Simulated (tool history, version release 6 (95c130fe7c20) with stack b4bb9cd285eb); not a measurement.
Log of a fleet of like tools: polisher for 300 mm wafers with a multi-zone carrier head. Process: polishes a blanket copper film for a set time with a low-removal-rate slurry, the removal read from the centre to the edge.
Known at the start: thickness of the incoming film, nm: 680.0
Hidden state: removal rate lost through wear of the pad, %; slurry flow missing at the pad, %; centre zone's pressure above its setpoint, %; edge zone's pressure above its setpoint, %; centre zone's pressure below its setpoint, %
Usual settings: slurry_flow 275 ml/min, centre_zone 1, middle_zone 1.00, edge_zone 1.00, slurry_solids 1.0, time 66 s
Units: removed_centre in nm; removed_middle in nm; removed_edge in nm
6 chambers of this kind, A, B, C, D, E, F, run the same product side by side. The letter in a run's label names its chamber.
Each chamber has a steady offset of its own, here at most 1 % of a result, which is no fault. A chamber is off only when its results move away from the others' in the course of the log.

| run | hour | slurry_flow | centre_zone | middle_zone | edge_zone | slurry_solids | time | wafers polished on this pad | hours since the slurry nozzle was cleaned | hours since the centre zone pressure was calibrated | hours since the edge zone pressure was calibrated | removed_centre | removed_middle | removed_edge |
|---|---|---|---|---|---|---|---|---|---|---|---|---|---|---|
|  | 1.3 | chamber D: worn pad replaced by a new one |
| 1B | 13.3 | 275 | 1 | 1.00 | 1.00 | 1.0 | 66 | 905 | 240.4 | 551.7 | 806.0 | 245.40 | 247.01 | 247.14 |
|  | 14.4 | chamber B: worn pad replaced by a new one |
|  | 23.2 | chamber F: slurry nozzle cleaned |
| 2F | 28.1 | 275 | 1 | 1.00 | 1.00 | 1.0 | 66 | 302 | 4.9 | 435.9 | 487.6 | 245.43 | 249.61 | 250.68 |
|  | 31.1 | chamber B: edge zone pressure recalibrated |
| 3E | 37.8 | 275 | 1 | 1.00 | 1.00 | 1.0 | 66 | 411 | 116.1 | 686.7 | 978.1 | 246.71 | 242.68 | 244.33 |
| 4C | 51.5 | 275 | 1 | 1.00 | 1.00 | 1.0 | 66 | 775 | 361.3 | 592.2 | 601.6 | 242.02 | 242.63 | 245.96 |
| 5D | 58.3 | 275 | 1 | 1.00 | 1.00 | 1.0 | 66 | 551 | 544.5 | 110.3 | 751.5 | 248.61 | 242.64 | 247.93 |
|  | 61.6 | chamber A: worn pad replaced by a new one |
| 6A | 72.2 | 275 | 1 | 0.89 | 1.00 | 1.0 | 66 | 103 | 467.1 | 606.9 | 702.1 | 244.04 | 219.26 | 246.27 |
|  | 72.9 | chamber F: worn pad replaced by a new one |
| 7A | 84.5 | 275 | 1 | 0.89 | 1.00 | 1.0 | 66 | 221 | 479.4 | 619.2 | 714.4 | 245.21 | 221.27 | 239.92 |
|  | 85.6 | chamber E: worn pad replaced by a new one |
| 8C | 99.3 | 275 | 1 | 0.89 | 1.00 | 1.0 | 66 | 1237 | 409.1 | 640.0 | 649.4 | 245.44 | 217.48 | 247.01 |
|  | 102.7 | chamber B: worn pad replaced by a new one |
|  | 104.8 | chamber D: worn pad replaced by a new one |
| 9F | 106.0 | 275 | 1 | 0.89 | 1.00 | 1.0 | 66 | 320 | 82.8 | 513.8 | 565.5 | 243.71 | 222.31 | 247.57 |
| 10D | 114.0 | 275 | 1 | 0.89 | 1.00 | 1.0 | 66 | 88 | 600.2 | 166.0 | 807.2 | 246.84 | 220.68 | 247.96 |
|  | 117.3 | chamber C: worn pad replaced by a new one |
| 11B | 122.5 | 275 | 1 | 0.89 | 1.00 | 1.0 | 66 | 191 | 349.6 | 660.9 | 91.4 | 244.53 | 218.34 | 249.86 |
| 12E | 133.6 | 275 | 1 | 1.00 | 1.00 | 1.0 | 66 | 464 | 211.9 | 782.5 | 1073.9 | 244.33 | 249.35 | 245.30 |
|  | 143.8 | chamber F: worn pad replaced by a new one |
| 13B | 146.4 | 275 | 1 | 1.00 | 1.00 | 1.0 | 66 | 422 | 373.5 | 684.8 | 115.3 | 243.26 | 243.86 | 244.89 |
| 14C | 154.0 | 275 | 1 | 1.00 | 1.00 | 1.0 | 66 | 354 | 463.8 | 694.7 | 704.1 | 243.84 | 245.71 | 247.94 |
|  | 160.3 | chamber E: edge zone pressure recalibrated |
| 15A | 169.3 | 275 | 1 | 1.00 | 1.00 | 1.0 | 66 | 1040 | 564.2 | 704.0 | 799.2 | 248.72 | 249.04 | 247.79 |
|  | 169.7 | chamber E: worn pad replaced by a new one |
|  | 173.7 | chamber B: worn pad replaced by a new one |
|  | 176.2 | chamber A: worn pad replaced by a new one |
| 16F | 176.8 | 275 | 1 | 1.00 | 1.00 | 1.0 | 66 | 319 | 153.6 | 584.6 | 636.3 | 246.60 | 243.59 | 249.71 |
|  | 184.8 | chamber E: slurry nozzle cleaned |
| 17E | 186.4 | 275 | 1 | 1.00 | 1.00 | 1.0 | 66 | 161 | 1.7 | 835.3 | 26.1 | 246.86 | 249.01 | 245.70 |
| 18D | 201.1 | 275 | 1 | 1.00 | 1.00 | 1.0 | 66 | 929 | 687.3 | 253.1 | 894.3 | 246.72 | 240.25 | 243.54 |
|  | 214.4 | chamber C: slurry nozzle cleaned |
| 19E | 215.6 | 275 | 1 | 1.00 | 1.00 | 0.7 | 66 | 443 | 30.9 | 864.5 | 55.3 | 228.69 | 225.63 | 223.32 |
| 20A | 229.1 | 275 | 1 | 1.00 | 1.00 | 0.7 | 66 | 511 | 624.0 | 763.8 | 859.0 | 236.21 | 226.13 | 227.63 |
|  | 234.1 | chamber F: worn pad replaced by a new one |
|  | 235.7 | chamber D: worn pad replaced by a new one |
| 21F | 236.5 | 275 | 1 | 1.00 | 1.00 | 0.7 | 66 | 23 | 213.3 | 644.3 | 696.0 | 225.38 | 231.76 | 228.27 |
|  | 237.8 | chamber C: worn pad replaced by a new one |
|  | 244.0 | chamber F: edge zone pressure recalibrated |
| 22B | 246.0 | 275 | 1 | 1.00 | 1.00 | 0.7 | 66 | 698 | 473.1 | 784.4 | 214.9 | 229.61 | 230.01 | 228.65 |
|  | 253.5 | chamber E: worn pad replaced by a new one |
| 23C | 261.1 | 275 | 1 | 1.00 | 1.00 | 0.7 | 66 | 225 | 46.8 | 801.8 | 811.2 | 228.11 | 231.52 | 229.62 |
|  | 266.4 | chamber B: worn pad replaced by a new one |
| 24D | 274.1 | 275 | 1 | 1.00 | 1.00 | 0.7 | 66 | 371 | 760.3 | 326.1 | 967.3 | 229.99 | 223.21 | 224.12 |
|  | 277.9 | chamber A: worn pad replaced by a new one |
| 25B | 282.6 | 275 | 1 | 1.00 | 1.07 | 1.0 | 66 | 156 | 509.7 | 821.0 | 251.5 | 245.61 | 247.46 | 255.90 |
| 26F | 289.3 | 275 | 1 | 1.00 | 1.07 | 1.0 | 66 | 533 | 266.1 | 697.1 | 45.4 | 245.60 | 249.94 | 255.53 |
|  | 292.3 | chamber D: centre zone pressure recalibrated |
| 27E | 302.6 | 275 | 1 | 1.00 | 1.07 | 1.0 | 66 | 474 | 117.9 | 951.5 | 142.3 | 246.41 | 241.20 | 259.12 |
|  | 305.4 | chamber A: slurry nozzle cleaned |
| 28D | 313.3 | 275 | 1 | 1.00 | 1.07 | 1.0 | 66 | 749 | 799.5 | 21.0 | 1006.5 | 249.77 | 244.79 | 255.22 |
|  | 316.0 | chamber F: worn pad replaced by a new one |
| 29A | 321.7 | 275 | 1 | 1.00 | 1.07 | 1.0 | 66 | 423 | 16.3 | 856.4 | 951.6 | 260.60 | 245.35 | 255.29 |
| 30C | 329.7 | 275 | 1 | 1.00 | 1.07 | 1.0 | 66 | 887 | 115.4 | 870.4 | 879.8 | 243.24 | 241.22 | 259.68 |
|  | 336.2 | chamber E: worn pad replaced by a new one |
| 31A | 339.3 | 275 | 1 | 1.00 | 1.00 | 1.0 | 66 | 593 | 33.9 | 874.0 | 969.2 | 256.84 | 245.54 | 248.98 |
| 32E | 348.4 | 275 | 1 | 1.00 | 1.00 | 1.0 | 66 | 118 | 163.7 | 997.3 | 188.1 | 245.11 | 248.27 | 249.31 |
|  | 352.5 | chamber B: worn pad replaced by a new one |
|  | 356.7 | chamber D: slurry nozzle cleaned |
| 33B | 361.7 | 275 | 1 | 1.00 | 1.00 | 1.0 | 66 | 88 | 588.8 | 900.1 | 330.6 | 241.08 | 248.24 | 247.67 |
|  | 366.2 | chamber D: worn pad replaced by a new one |
| 34D | 372.3 | 275 | 1 | 1.00 | 1.00 | 1.0 | 66 | 59 | 15.6 | 80.0 | 1065.5 | 247.25 | 242.43 | 249.46 |
|  | 373.9 | chamber C: worn pad replaced by a new one |
| 35C | 384.4 | 275 | 1 | 1.00 | 1.00 | 1.0 | 66 | 101 | 170.1 | 925.1 | 934.5 | 244.54 | 248.58 | 254.29 |
|  | 388.9 | chamber F: worn pad replaced by a new one |
| 36F | 399.2 | 275 | 1 | 1.00 | 1.00 | 1.0 | 66 | 100 | 376.0 | 807.0 | 155.3 | 240.60 | 245.38 | 249.26 |

Next, every chamber runs the same settings. What will each give?
| 37A | 410.3 | 275 | 1 | 1.00 | 1.00 | 1.0 | 66 |  |  |  |  | ? | ? | ? |
| 37B | 410.3 | 275 | 1 | 1.00 | 1.00 | 1.0 | 66 |  |  |  |  | ? | ? | ? |
| 37C | 410.3 | 275 | 1 | 1.00 | 1.00 | 1.0 | 66 |  |  |  |  | ? | ? | ? |
| 37D | 410.3 | 275 | 1 | 1.00 | 1.00 | 1.0 | 66 |  |  |  |  | ? | ? | ? |
| 37E | 410.3 | 275 | 1 | 1.00 | 1.00 | 1.0 | 66 |  |  |  |  | ? | ? | ? |
| 37F | 410.3 | 275 | 1 | 1.00 | 1.00 | 1.0 | 66 |  |  |  |  | ? | ? | ? |

| run | removed_centre | removed_middle | removed_edge |
|---|---|---|---|
| 37A | 262.55 | 249.45 | 241.07 |
| 37B | 243.27 | 244.72 | 248.34 |
| 37C | 244.17 | 242.19 | 242.55 |
| 37D | 248.92 | 242.98 | 246.51 |
| 37E | 243.96 | 245.54 | 249.97 |
| 37F | 244.70 | 250.34 | 248.64 |
